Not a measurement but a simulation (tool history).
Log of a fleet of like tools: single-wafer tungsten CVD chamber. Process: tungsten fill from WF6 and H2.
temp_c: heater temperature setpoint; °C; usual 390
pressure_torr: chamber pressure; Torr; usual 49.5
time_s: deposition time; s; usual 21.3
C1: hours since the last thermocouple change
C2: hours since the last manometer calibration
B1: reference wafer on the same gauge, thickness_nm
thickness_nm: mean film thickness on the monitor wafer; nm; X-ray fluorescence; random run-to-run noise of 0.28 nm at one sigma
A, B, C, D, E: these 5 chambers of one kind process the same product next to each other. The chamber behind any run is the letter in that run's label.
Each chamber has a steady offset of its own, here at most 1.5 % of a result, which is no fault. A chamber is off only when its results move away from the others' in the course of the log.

Run 1E, hour 5.9: usual settings; C1 231.5; C2 160.9; B1 70.074. Result: thickness_nm 64.730 nm.
Run 2A, hour 12.6: usual settings; C1 1973.0; C2 2356.8; B1 70.106. Result: thickness_nm 64.558 nm.
Run 3D, hour 24.4: usual settings; C1 1536.5; C2 2497.1; B1 70.081. Result: thickness_nm 64.599 nm.
Run 4C, hour 33.6: usual settings; C1 2044.2; C2 978.8; B1 70.133. Result: thickness_nm 64.724 nm.
Run 5B, hour 45.9: usual settings; C1 693.5; C2 1165.7; B1 70.066. Result: thickness_nm 65.670 nm.
Run 6D, hour 58.2: usual settings; C1 1570.3; C2 2530.9; B1 70.061. Result: thickness_nm 64.026 nm.
Run 7A, hour 64.6: usual settings; C1 2025.0; C2 2408.8; B1 70.017. Result: thickness_nm 64.735 nm.
Run 8E, hour 74.3: usual settings; C1 299.9; C2 229.3; B1 70.219. Result: thickness_nm 64.572 nm.
Run 9B, hour 86.1: usual settings but pressure_torr 55.1 Torr, time_s 19.6 s; C1 733.7; C2 1205.9; B1 70.124. Result: thickness_nm 62.971 nm.
Run 10C, hour 92.1: usual settings but pressure_torr 55.1 Torr, time_s 19.6 s; C1 2102.7; C2 1037.3; B1 70.104. Result: thickness_nm 62.728 nm.
Run 11A, hour 99.8: usual settings but pressure_torr 55.1 Torr, time_s 19.6 s; C1 2060.2; C2 2444.0; B1 70.099. Result: thickness_nm 62.682 nm.
Run 12D, hour 112.2: usual settings but pressure_torr 55.1 Torr, time_s 19.6 s; C1 1624.3; C2 2584.9; B1 70.155. Result: thickness_nm 62.210 nm.
Run 13B, hour 123.5: usual settings but pressure_torr 55.1 Torr, time_s 19.6 s; C1 771.1; C2 1243.3; B1 70.130. Result: thickness_nm 63.595 nm.
Run 14C, hour 131.4: usual settings; C1 2142.0; C2 1076.6; B1 70.074. Result: thickness_nm 64.230 nm.
Run 15E, hour 141.8: usual settings; C1 367.4; C2 296.8; B1 70.141. Result: thickness_nm 64.810 nm.
At hour 151.7: chamber A: capacitance manometer re-zeroed and calibrated.
Run 16B, hour 154.1: usual settings; C1 801.7; C2 1273.9; B1 70.123. Result: thickness_nm 65.333 nm.
Run 17A, hour 161.5: usual settings; C1 2121.9; C2 9.9; B1 70.036. Result: thickness_nm 65.065 nm.
Run 18C, hour 173.7: usual settings but temp_c 385 °C, pressure_torr 40.5 Torr; C1 2184.3; C2 1118.9; B1 70.107. Result: thickness_nm 53.303 nm.
Run 19D, hour 183.9: usual settings but temp_c 385 °C, pressure_torr 40.5 Torr; C1 1696.0; C2 2656.6; B1 70.114. Result: thickness_nm 53.074 nm.
Run 20E, hour 194.0: usual settings but temp_c 385 °C, pressure_torr 40.5 Torr; C1 419.6; C2 349.0; B1 70.053. Result: thickness_nm 53.366 nm.
Run 21D, hour 203.2: usual settings but temp_c 385 °C, pressure_torr 40.5 Torr; C1 1715.3; C2 2675.9; B1 70.042. Result: thickness_nm 53.118 nm.
Run 22A, hour 213.5: usual settings but temp_c 385 °C, pressure_torr 40.5 Torr; C1 2173.9; C2 61.9; B1 70.106. Result: thickness_nm 53.435 nm.
Run 23E, hour 221.0: usual settings; C1 446.6; C2 376.0; B1 70.110. Result: thickness_nm 64.335 nm.
Run 24C, hour 227.5: usual settings; C1 2238.1; C2 1172.7; B1 70.081. Result: thickness_nm 63.724 nm.
Run 25B, hour 237.1: usual settings but temp_c 380 °C; C1 884.7; C2 1356.9; B1 70.104. Result: thickness_nm 53.643 nm.
At hour 239.0: chamber A: thermocouple changed; heater temperature recalibrated.
Run 26E, hour 244.8: usual settings but temp_c 380 °C; C1 470.4; C2 399.8; B1 70.054. Result: thickness_nm 52.948 nm.
Run 27C, hour 252.1: usual settings but temp_c 380 °C; C1 2262.7; C2 1197.3; B1 70.116. Result: thickness_nm 51.882 nm.
Run 28D, hour 260.6: usual settings but temp_c 380 °C; C1 1772.7; C2 2733.3; B1 70.186. Result: thickness_nm 52.582 nm.
Run 29A, hour 266.2: usual settings but temp_c 380 °C; C1 27.2; C2 114.6; B1 70.028. Result: thickness_nm 53.241 nm.
Run 30B, hour 278.1: usual settings; C1 925.7; C2 1397.9; B1 70.072. Result: thickness_nm 65.307 nm.
Run 31A, hour 290.9: usual settings; C1 51.9; C2 139.3; B1 70.045. Result: thickness_nm 64.896 nm.
Run 32E, hour 302.2: usual settings; C1 527.8; C2 457.2; B1 70.123. Result: thickness_nm 64.533 nm.
Run 33C, hour 312.8: usual settings; C1 2323.4; C2 1258.0; B1 70.126. Result: thickness_nm 63.112 nm.
Run 34D, hour 320.0: usual settings; C1 1832.1; C2 2792.7; B1 70.005. Result: thickness_nm 64.463 nm.
Run 35B, hour 329.5: usual settings but temp_c 398 °C; C1 977.1; C2 1449.3; B1 70.098. Result: thickness_nm 76.500 nm.
Run 36C, hour 341.4: usual settings but temp_c 398 °C; C1 2352.0; C2 1286.6; B1 70.088. Result: thickness_nm 73.620 nm.
Run 37B, hour 351.9: usual settings but temp_c 398 °C; C1 999.5; C2 1471.7; B1 70.073. Result: thickness_nm 75.981 nm.
Run 38E, hour 363.5: usual settings but temp_c 398 °C; C1 589.1; C2 518.5; B1 70.081. Result: thickness_nm 74.669 nm.
Run 39A, hour 374.9: usual settings but temp_c 398 °C; C1 135.9; C2 223.3; B1 70.072. Result: thickness_nm 75.668 nm.
Run 40D, hour 384.1: usual settings but temp_c 399 °C; C1 1896.2; C2 2856.8; B1 70.054. Result: thickness_nm 76.162 nm.
Run 41A, hour 393.5: usual settings but temp_c 399 °C; C1 154.5; C2 241.9; B1 70.143. Result: thickness_nm 76.555 nm.

All 5 chambers run these settings next. Forecast each chamber's results:
Run 42A, hour 402.8: usual settings. Result: thickness_nm ?.
Run 42B, hour 402.8: usual settings. Result: thickness_nm ?.
Run 42C, hour 402.8: usual settings. Result: thickness_nm ?.
Run 42D, hour 402.8: usual settings. Result: thickness_nm ?.
Run 42E, hour 402.8: usual settings. Result: thickness_nm ?.

run  thickness_nm
42A        64.947
42B        65.660
42C        62.281
42D        64.701
42E        64.267
